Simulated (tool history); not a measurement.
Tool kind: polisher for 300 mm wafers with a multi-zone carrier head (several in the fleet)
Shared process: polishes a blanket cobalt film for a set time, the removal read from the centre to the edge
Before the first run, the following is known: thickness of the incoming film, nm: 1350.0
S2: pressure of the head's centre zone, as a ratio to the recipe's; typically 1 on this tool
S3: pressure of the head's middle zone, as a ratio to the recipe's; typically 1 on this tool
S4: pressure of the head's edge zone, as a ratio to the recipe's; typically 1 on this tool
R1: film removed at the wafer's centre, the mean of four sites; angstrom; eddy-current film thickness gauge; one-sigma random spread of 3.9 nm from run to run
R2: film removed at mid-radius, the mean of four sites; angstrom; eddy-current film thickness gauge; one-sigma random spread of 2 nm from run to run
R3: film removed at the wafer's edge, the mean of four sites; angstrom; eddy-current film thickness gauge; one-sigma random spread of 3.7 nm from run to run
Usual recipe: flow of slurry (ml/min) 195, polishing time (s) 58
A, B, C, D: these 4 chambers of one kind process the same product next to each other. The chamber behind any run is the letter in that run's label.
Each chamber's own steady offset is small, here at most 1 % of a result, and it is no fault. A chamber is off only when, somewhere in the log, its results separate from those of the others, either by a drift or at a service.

Run 1D, hour 7.9: usual settings. Result: R1 3049.5 angstrom, R2 3066.3 angstrom, R3 3041.4 angstrom.
At hour 10.7: chamber A: centre zone pressure recalibrated.
Run 2A, hour 21.2: usual settings. Result: R1 3105.5 angstrom, R2 3128.1 angstrom, R3 3090.5 angstrom.
Run 3C, hour 33.9: usual settings. Result: R1 3190.8 angstrom, R2 3075.3 angstrom, R3 3104.7 angstrom.
Run 4B, hour 40.7: usual settings. Result: R1 3070.7 angstrom, R2 3056.9 angstrom, R3 3121.4 angstrom.
At hour 44.1: chamber A: worn pad replaced by a new one.
Run 5D, hour 53.6: usual settings. Result: R1 3003.9 angstrom, R2 3121.9 angstrom, R3 3065.2 angstrom.
At hour 58.1: chamber B: worn pad replaced by a new one.
Run 6C, hour 60.8: usual settings. Result: R1 3191.4 angstrom, R2 3066.9 angstrom, R3 3171.1 angstrom.
At hour 66.8: chamber B: centre zone pressure recalibrated.
At hour 68.4: chamber A: edge zone pressure recalibrated.
Run 7B, hour 69.4: usual settings. Result: R1 3084.4 angstrom, R2 3099.4 angstrom, R3 3131.1 angstrom.
At hour 79.7: chamber C: worn pad replaced by a new one.
Run 8A, hour 79.8: usual settings. Result: R1 3123.5 angstrom, R2 3072.5 angstrom, R3 3058.5 angstrom.
Run 9B, hour 94.4: usual settings. Result: R1 3078.9 angstrom, R2 3041 angstrom, R3 3171 angstrom.
Run 10A, hour 104.2: usual settings. Result: R1 3149 angstrom, R2 3113 angstrom, R3 3134.7 angstrom.
Run 11D, hour 117.7: usual settings but flow of slurry (ml/min) 245, polishing time (s) 48. Result: R1 2616.4 angstrom, R2 2562.5 angstrom, R3 2546.5 angstrom.
Run 12C, hour 132.7: usual settings but flow of slurry (ml/min) 245, polishing time (s) 48. Result: R1 2729.1 angstrom, R2 2629.4 angstrom, R3 2686.7 angstrom.
At hour 144.4: chamber C: slurry nozzle cleaned.
Run 13A, hour 147: usual settings but flow of slurry (ml/min) 245, polishing time (s) 48. Result: R1 2668 angstrom, R2 2653.9 angstrom, R3 2633.2 angstrom.
At hour 154.8: chamber D: worn pad replaced by a new one.
Run 14B, hour 159.5: usual settings but flow of slurry (ml/min) 245, polishing time (s) 48. Result: R1 2651.2 angstrom, R2 2581.5 angstrom, R3 2589.5 angstrom.
Run 15C, hour 170: usual settings. Result: R1 3131.1 angstrom, R2 3092 angstrom, R3 3112.6 angstrom.
Run 16D, hour 180.5: usual settings. Result: R1 2992.9 angstrom, R2 2983 angstrom, R3 2965.6 angstrom.
At hour 182.8: chamber A: worn pad replaced by a new one.
At hour 183.1: chamber C: worn pad replaced by a new one.
Run 17D, hour 193.4: usual settings. Result: R1 2924.1 angstrom, R2 3034.8 angstrom, R3 2996 angstrom.
At hour 200.1: chamber D: centre zone pressure recalibrated.
Run 18B, hour 202: usual settings. Result: R1 3048 angstrom, R2 3065.5 angstrom, R3 3156 angstrom.
Run 19A, hour 210.9: usual settings. Result: R1 3135 angstrom, R2 3088.2 angstrom, R3 3125.4 angstrom.
Run 20C, hour 220.5: usual settings. Result: R1 3148.3 angstrom, R2 3109.8 angstrom, R3 3156.1 angstrom.
Run 21D, hour 228.2: usual settings. Result: R1 2945.2 angstrom, R2 3025.2 angstrom, R3 2987.5 angstrom.
Run 22B, hour 236: usual settings. Result: R1 3055.1 angstrom, R2 3008.3 angstrom, R3 3113.2 angstrom.
At hour 241.4: chamber B: worn pad replaced by a new one.
Run 23C, hour 245.7: usual settings. Result: R1 3221.1 angstrom, R2 3125.5 angstrom, R3 3106.8 angstrom.
Run 24A, hour 260: usual settings but polishing time (s) 67. Result: R1 3567.2 angstrom, R2 3602 angstrom, R3 3513.1 angstrom.
At hour 271.2: chamber C: worn pad replaced by a new one.
Run 25C, hour 272.4: usual settings but polishing time (s) 67. Result: R1 3662.3 angstrom, R2 3534.7 angstrom, R3 3688.1 angstrom.
Run 26B, hour 284: usual settings but polishing time (s) 67. Result: R1 3611.1 angstrom, R2 3542.4 angstrom, R3 3648.2 angstrom.
Run 27D, hour 292.5: usual settings but polishing time (s) 67. Result: R1 3346 angstrom, R2 3388.4 angstrom, R3 3315.3 angstrom.
Run 28A, hour 299.8: usual settings. Result: R1 3091.2 angstrom, R2 3130.7 angstrom, R3 3143.3 angstrom.
Run 29A, hour 314: usual settings. Result: R1 3165.1 angstrom, R2 3074.2 angstrom, R3 3028.6 angstrom.
Run 30B, hour 324.7: usual settings. Result: R1 3062.8 angstrom, R2 3080.6 angstrom, R3 3106.3 angstrom.
Run 31C, hour 335.3: usual settings. Result: R1 3121.7 angstrom, R2 3047.3 angstrom, R3 3158.9 angstrom.
Run 32D, hour 348.9: usual settings. Result: R1 2937.3 angstrom, R2 2887 angstrom, R3 2945.9 angstrom.
Run 33C, hour 363: usual settings. Result: R1 3115.1 angstrom, R2 3086.1 angstrom, R3 3139.5 angstrom.
Run 34D, hour 373.4: usual settings. Result: R1 2769.6 angstrom, R2 2860 angstrom, R3 2911.6 angstrom.
Run 35B, hour 383: usual settings. Result: R1 3071.8 angstrom, R2 3048.9 angstrom, R3 3098.1 angstrom.

Predict what each chamber gives when all 4 of them run the settings below next.
Run 36A, hour 394: usual settings. Result: R1 ?, R2 ?, R3 ?.
Run 36B, hour 394: usual settings. Result: R1 ?, R2 ?, R3 ?.
Run 36C, hour 394: usual settings. Result: R1 ?, R2 ?, R3 ?.
Run 36D, hour 394: usual settings. Result: R1 ?, R2 ?, R3 ?.

run      R1      R2      R3
36A    3052  3117.9  3031.9
36B    3059  3070.8  3143.4
36C  3129.4  3077.6  3143.8
36D    2782  2840.3  2877.5
